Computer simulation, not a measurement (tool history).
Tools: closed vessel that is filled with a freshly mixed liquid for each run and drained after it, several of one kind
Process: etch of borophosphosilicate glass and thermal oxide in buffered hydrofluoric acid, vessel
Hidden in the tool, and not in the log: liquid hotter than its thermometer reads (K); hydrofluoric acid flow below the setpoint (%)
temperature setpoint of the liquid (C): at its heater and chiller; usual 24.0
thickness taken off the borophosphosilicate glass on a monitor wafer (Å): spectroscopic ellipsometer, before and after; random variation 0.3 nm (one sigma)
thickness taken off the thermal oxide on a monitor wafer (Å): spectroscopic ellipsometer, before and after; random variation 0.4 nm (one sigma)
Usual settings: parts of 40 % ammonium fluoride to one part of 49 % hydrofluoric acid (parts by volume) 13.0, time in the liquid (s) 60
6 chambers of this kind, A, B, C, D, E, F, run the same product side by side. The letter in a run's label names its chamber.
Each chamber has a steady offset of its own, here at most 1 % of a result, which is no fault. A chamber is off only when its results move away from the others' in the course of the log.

| run | hour | temperature setpoint of the liquid (C) | parts of 40 % ammonium fluoride to one part of 49 % hydrofluoric acid (parts by volume) | time in the liquid (s) | hours since the thermometer was replaced | hours since the hydrofluoric acid flow meter was replaced | read-back film thickness of the borophosphosilicate glass reference wafer, read on the same gauge (nm) | read-back film thickness of the thermal oxide reference wafer, read on the same gauge (nm) | thickness taken off the borophosphosilicate glass on a monitor wafer (Å) | thickness taken off the thermal oxide on a monitor wafer (Å) |
|---|---|---|---|---|---|---|---|---|---|---|
| 1F | 4.0 | 24.0 | 13.0 | 60 | 350.7 | 696.7 | 39.984 | 40.006 | 627.85 | 516.67 |
| 2D | 7.7 | 24.0 | 13.0 | 60 | 163.7 | 772.0 | 40.022 | 39.995 | 627.01 | 516.20 |
| 3C | 13.3 | 24.0 | 13.0 | 60 | 1704.0 | 864.0 | 40.041 | 39.993 | 635.09 | 526.59 |
| 4A | 19.2 | 24.0 | 13.0 | 60 | 405.6 | 1620.5 | 39.989 | 39.958 | 630.12 | 510.40 |
| 5E | 24.1 | 24.0 | 13.0 | 60 | 1150.5 | 727.7 | 39.988 | 39.997 | 633.84 | 510.94 |
| 6B | 28.9 | 24.0 | 13.0 | 60 | 659.8 | 200.0 | 39.992 | 39.984 | 632.82 | 519.45 |
| 7C | 35.4 | 24.0 | 13.0 | 60 | 1726.1 | 886.1 | 39.989 | 40.011 | 638.24 | 522.62 |
| 8F | 39.7 | 24.0 | 13.0 | 60 | 386.4 | 732.4 | 40.049 | 39.979 | 633.70 | 522.72 |
| 9D | 45.0 | 24.0 | 13.0 | 60 | 201.0 | 809.3 | 39.991 | 40.012 | 622.21 | 516.47 |
| 10E | 49.1 | 24.0 | 13.0 | 60 | 1175.5 | 752.7 | 39.990 | 40.012 | 635.98 | 516.37 |
| 11A | 54.0 | 24.0 | 13.0 | 60 | 440.4 | 1655.3 | 39.986 | 39.995 | 630.60 | 520.35 |
| 12B | 58.7 | 28.5 | 17.5 | 60 | 689.6 | 229.8 | 40.028 | 40.004 | 600.58 | 498.52 |
| 13C | 64.7 | 28.5 | 17.5 | 60 | 1755.4 | 915.4 | 40.007 | 39.988 | 603.43 | 497.33 |
| 14D | 67.9 | 28.5 | 17.5 | 60 | 223.9 | 832.2 | 39.985 | 40.031 | 594.08 | 495.01 |
| 15B | 71.6 | 28.5 | 17.5 | 60 | 702.5 | 242.7 | 39.982 | 39.995 | 600.76 | 498.54 |
| 16F | 76.4 | 28.5 | 17.5 | 60 | 423.1 | 769.1 | 39.987 | 40.014 | 589.65 | 488.47 |
| 17E | 80.0 | 28.5 | 17.5 | 60 | 1206.4 | 783.6 | 40.012 | 39.981 | 588.83 | 489.31 |
| 18A | 85.1 | 24.0 | 13.0 | 60 | 471.5 | 1686.4 | 39.982 | 39.950 | 630.48 | 518.94 |
| 19B | 91.9 | 24.0 | 13.0 | 60 | 722.8 | 263.0 | 39.971 | 39.961 | 628.02 | 516.02 |
| 20D | 96.8 | 24.0 | 13.0 | 60 | 252.8 | 861.1 | 40.032 | 39.985 | 627.99 | 517.93 |
| 21F | 101.5 | 24.0 | 13.0 | 60 | 448.2 | 794.2 | 39.969 | 40.026 | 626.17 | 511.52 |
| 22C | 107.8 | 24.0 | 13.0 | 60 | 1798.5 | 958.5 | 39.984 | 40.022 | 634.11 | 514.12 |
| 23A | 111.9 | 24.0 | 13.0 | 60 | 498.3 | 1713.2 | 39.994 | 40.015 | 634.89 | 513.48 |
| 24E | 115.3 | 24.0 | 13.0 | 60 | 1241.7 | 818.9 | 40.020 | 39.969 | 628.38 | 517.98 |
| 25B | 121.2 | 24.0 | 13.0 | 60 | 752.1 | 292.3 | 39.945 | 39.984 | 628.65 | 516.47 |
| 26C | 126.9 | 24.0 | 13.0 | 60 | 1817.6 | 977.6 | 40.003 | 40.018 | 632.53 | 520.05 |
| 27A | 130.6 | 24.0 | 13.0 | 60 | 517.0 | 1731.9 | 39.976 | 39.973 | 634.35 | 517.80 |
| 28E | 134.0 | 24.0 | 13.0 | 60 | 1260.4 | 837.6 | 39.992 | 40.023 | 628.60 | 517.83 |
| 29F | 140.2 | 24.0 | 13.0 | 60 | 486.9 | 832.9 | 39.967 | 39.968 | 628.82 | 518.51 |
| 30D | 143.9 | 24.0 | 13.0 | 60 | 299.9 | 908.2 | 40.021 | 39.977 | 631.68 | 514.45 |
| 31C | 149.5 | 24.0 | 13.0 | 60 | 1840.2 | 1000.2 | 40.006 | 39.988 | 635.50 | 518.72 |
| 32F | 154.0 | 24.0 | 13.0 | 60 | 500.7 | 846.7 | 39.990 | 40.020 | 628.00 | 514.55 |
| 33A | 159.8 | 24.0 | 13.0 | 60 | 546.2 | 1761.1 | 40.010 | 39.989 | 629.56 | 519.40 |
| 34D | 166.0 | 24.0 | 13.0 | 60 | 322.0 | 930.3 | 39.994 | 40.023 | 626.47 | 517.67 |
| 35E | 172.4 | 27.0 | 11.0 | 60 | 1298.8 | 876.0 | 40.014 | 40.005 | 873.92 | 710.69 |
| 36B | 176.1 | 27.0 | 11.0 | 60 | 807.0 | 347.2 | 39.943 | 39.984 | 866.78 | 712.96 |
| 37A | 181.3 | 27.0 | 11.0 | 60 | 567.7 | 1782.6 | 40.017 | 39.999 | 872.24 | 711.92 |
| 38B | 187.2 | 27.0 | 11.0 | 60 | 818.1 | 358.3 | 40.004 | 40.030 | 873.31 | 709.90 |
| 39E | 193.1 | 27.0 | 11.0 | 60 | 1319.5 | 896.7 | 40.020 | 39.983 | 874.71 | 723.65 |
| 40D | 199.4 | 27.0 | 11.0 | 60 | 355.4 | 963.7 | 40.006 | 39.998 | 869.36 | 705.29 |
| 41C | 202.9 | 24.0 | 13.0 | 60 | 1893.6 | 1053.6 | 39.990 | 40.021 | 633.81 | 517.29 |

Is one chamber off against the others, does the gauge drift, or is nothing wrong? If a chamber is off, say which, and what the likeliest cause is.

No chamber stands off beyond its own small offset, and the gauge holds steady.
